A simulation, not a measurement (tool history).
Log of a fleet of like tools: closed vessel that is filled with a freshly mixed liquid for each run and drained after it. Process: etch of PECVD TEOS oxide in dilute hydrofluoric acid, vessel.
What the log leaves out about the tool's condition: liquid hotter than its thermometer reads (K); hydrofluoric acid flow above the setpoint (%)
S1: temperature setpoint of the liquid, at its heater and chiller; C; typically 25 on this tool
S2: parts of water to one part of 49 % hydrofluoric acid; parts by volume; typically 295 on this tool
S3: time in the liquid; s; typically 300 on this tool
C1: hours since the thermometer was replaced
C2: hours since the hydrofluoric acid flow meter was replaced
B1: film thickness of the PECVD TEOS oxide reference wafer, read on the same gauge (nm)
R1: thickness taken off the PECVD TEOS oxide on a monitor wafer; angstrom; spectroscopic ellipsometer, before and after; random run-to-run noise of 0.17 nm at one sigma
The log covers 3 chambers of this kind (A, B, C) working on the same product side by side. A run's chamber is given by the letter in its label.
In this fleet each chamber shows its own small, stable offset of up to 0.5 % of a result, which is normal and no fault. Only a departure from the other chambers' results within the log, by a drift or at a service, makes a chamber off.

{"run": "1B", "day": 0.088, "S1": 25, "S2": 295, "S3": 300, "C1": 413.3, "C2": 428, "B1": 149.99, "R1": 196.32}
{"run": "2C", "day": 0.171, "S1": 25, "S2": 295, "S3": 300, "C1": 463.5, "C2": 68.7, "B1": 150.01, "R1": 192.9}
{"run": "3A", "day": 0.292, "S1": 25, "S2": 295, "S3": 300, "C1": 432.6, "C2": 440.5, "B1": 150.01, "R1": 196.3}
{"run": "4A", "day": 0.454, "S1": 25, "S2": 295, "S3": 300, "C1": 436.5, "C2": 444.4, "B1": 149.99, "R1": 200.24}
{"run": "5B", "day": 0.592, "S1": 25, "S2": 295, "S3": 300, "C1": 425.4, "C2": 440.1, "B1": 149.99, "R1": 196.02}
{"run": "6C", "day": 0.762, "S1": 25, "S2": 295, "S3": 300, "C1": 477.7, "C2": 82.9, "B1": 150.02, "R1": 194.62}
{"run": "7C", "day": 0.896, "S1": 25, "S2": 295, "S3": 420, "C1": 480.9, "C2": 86.1, "B1": 150, "R1": 270.64}
{"run": "8B", "day": 0.992, "S1": 25, "S2": 295, "S3": 420, "C1": 435, "C2": 449.7, "B1": 149.98, "R1": 273.34}
{"run": "9A", "day": 1.104, "S1": 25, "S2": 295, "S3": 420, "C1": 452.1, "C2": 460, "B1": 150.01, "R1": 271.72}
{"day": 1.133, "done": "chamber A: hydrofluoric acid flow meter replaced"}
{"run": "10A", "day": 1.204, "S1": 25, "S2": 295, "S3": 300, "C1": 454.5, "C2": 1.7, "B1": 149.98, "R1": 192.92}
{"run": "11B", "day": 1.35, "S1": 25, "S2": 295, "S3": 300, "C1": 443.6, "C2": 458.3, "B1": 150.01, "R1": 196.31}
{"run": "12C", "day": 1.517, "S1": 25, "S2": 295, "S3": 300, "C1": 495.8, "C2": 101, "B1": 150, "R1": 195.64}
{"run": "13B", "day": 1.642, "S1": 25, "S2": 295, "S3": 300, "C1": 450.6, "C2": 465.3, "B1": 150.01, "R1": 194.38}
{"run": "14C", "day": 1.775, "S1": 25, "S2": 420, "S3": 355, "C1": 502, "C2": 107.2, "B1": 150.01, "R1": 143.56}
{"run": "15A", "day": 1.946, "S1": 25, "S2": 420, "S3": 355, "C1": 472.3, "C2": 19.5, "B1": 149.99, "R1": 143.87}
{"run": "16B", "day": 2.117, "S1": 25, "S2": 420, "S3": 355, "C1": 462, "C2": 476.7, "B1": 149.99, "R1": 143.81}
{"run": "17A", "day": 2.292, "S1": 25, "S2": 295, "S3": 300, "C1": 480.6, "C2": 27.8, "B1": 150, "R1": 197.63}
{"run": "18C", "day": 2.442, "S1": 25, "S2": 295, "S3": 300, "C1": 518, "C2": 123.2, "B1": 149.99, "R1": 195.64}
{"run": "19C", "day": 2.533, "S1": 25, "S2": 295, "S3": 300, "C1": 520.2, "C2": 125.4, "B1": 150, "R1": 193.18}
{"run": "20A", "day": 2.696, "S1": 25, "S2": 295, "S3": 300, "C1": 490.3, "C2": 37.5, "B1": 149.99, "R1": 199.44}
{"run": "21B", "day": 2.779, "S1": 25, "S2": 295, "S3": 300, "C1": 477.9, "C2": 492.6, "B1": 149.99, "R1": 197.39}
{"run": "22B", "day": 2.879, "S1": 25, "S2": 295, "S3": 300, "C1": 480.3, "C2": 495, "B1": 149.99, "R1": 194.6}
{"run": "23C", "day": 3.017, "S1": 25, "S2": 295, "S3": 300, "C1": 531.8, "C2": 137, "B1": 150.02, "R1": 189.49}
{"run": "24A", "day": 3.146, "S1": 25, "S2": 295, "S3": 300, "C1": 501.1, "C2": 48.3, "B1": 150.02, "R1": 197.78}
{"run": "25B", "day": 3.262, "S1": 25, "S2": 295, "S3": 300, "C1": 489.5, "C2": 504.2, "B1": 149.98, "R1": 194.64}
{"run": "26A", "day": 3.404, "S1": 25, "S2": 295, "S3": 300, "C1": 507.3, "C2": 54.5, "B1": 150, "R1": 204.28}
{"run": "27C", "day": 3.562, "S1": 25, "S2": 295, "S3": 300, "C1": 544.9, "C2": 150.1, "B1": 149.99, "R1": 196.18}
{"run": "28A", "day": 3.733, "S1": 25, "S2": 295, "S3": 300, "C1": 515.2, "C2": 62.4, "B1": 150.02, "R1": 201.63}
{"run": "29B", "day": 3.888, "S1": 25, "S2": 295, "S3": 300, "C1": 504.5, "C2": 519.2, "B1": 150.01, "R1": 197.46}
{"run": "30C", "day": 3.979, "S1": 25, "S2": 295, "S3": 300, "C1": 554.9, "C2": 160.1, "B1": 150, "R1": 195.16}
{"run": "31A", "day": 4.075, "S1": 25, "S2": 295, "S3": 300, "C1": 523.4, "C2": 70.6, "B1": 149.97, "R1": 200.88}
{"run": "32C", "day": 4.167, "S1": 25, "S2": 295, "S3": 300, "C1": 559.4, "C2": 164.6, "B1": 150.01, "R1": 194.72}
{"run": "33B", "day": 4.304, "S1": 29, "S2": 165, "S3": 300, "C1": 514.5, "C2": 529.2, "B1": 149.98, "R1": 455.38}
{"run": "34B", "day": 4.479, "S1": 29, "S2": 165, "S3": 300, "C1": 518.7, "C2": 533.4, "B1": 150.01, "R1": 464.93}
{"run": "35C", "day": 4.646, "S1": 29, "S2": 165, "S3": 300, "C1": 570.9, "C2": 176.1, "B1": 150.01, "R1": 457.59}
{"run": "36A", "day": 4.796, "S1": 25, "S2": 295, "S3": 300, "C1": 540.7, "C2": 87.9, "B1": 150, "R1": 206.01}

One chamber off, gauge drift, or nothing amiss beyond the chambers' own small offsets? If it is a chamber, which one, and what is the likeliest cause?

It is chamber A that slowly wanders off from its peers.
What lies behind it: liquid hotter than its thermometer reads (K) = 1.54.
With only this log, it may be confused with: hydrofluoric acid flow above the setpoint (%).

Here are 4 candidates for chamber A's next run, each the usual settings with a change, their results left as question marks. Which one brings its results back in line with what the others give on the usual settings?
Maximum distance from the other chambers' mean on the usual settings for a result to count as in line: R1 5.9 angstrom
{"run": "37A-1", "day": 4.921, "S1": 25, "S2": 280, "S3": 315, "R1": "?"}
{"run": "37A-2", "day": 4.921, "S1": 25, "S2": 300, "S3": 290, "R1": "?"}
{"run": "37A-3", "day": 4.921, "S1": 25, "S2": 295, "S3": 270, "R1": "?"}
{"run": "37A-4", "day": 4.921, "S1": 25, "S2": 290, "S3": 310, "R1": "?"}

Usual-settings mean across the other chambers: R1 194.8 angstrom
run=37A-1 R1=230.15
run=37A-2 R1=193.47
run=37A-3 R1=184.17
run=37A-4 R1=216.29
37A-2 puts the chamber back in line with the other chambers.

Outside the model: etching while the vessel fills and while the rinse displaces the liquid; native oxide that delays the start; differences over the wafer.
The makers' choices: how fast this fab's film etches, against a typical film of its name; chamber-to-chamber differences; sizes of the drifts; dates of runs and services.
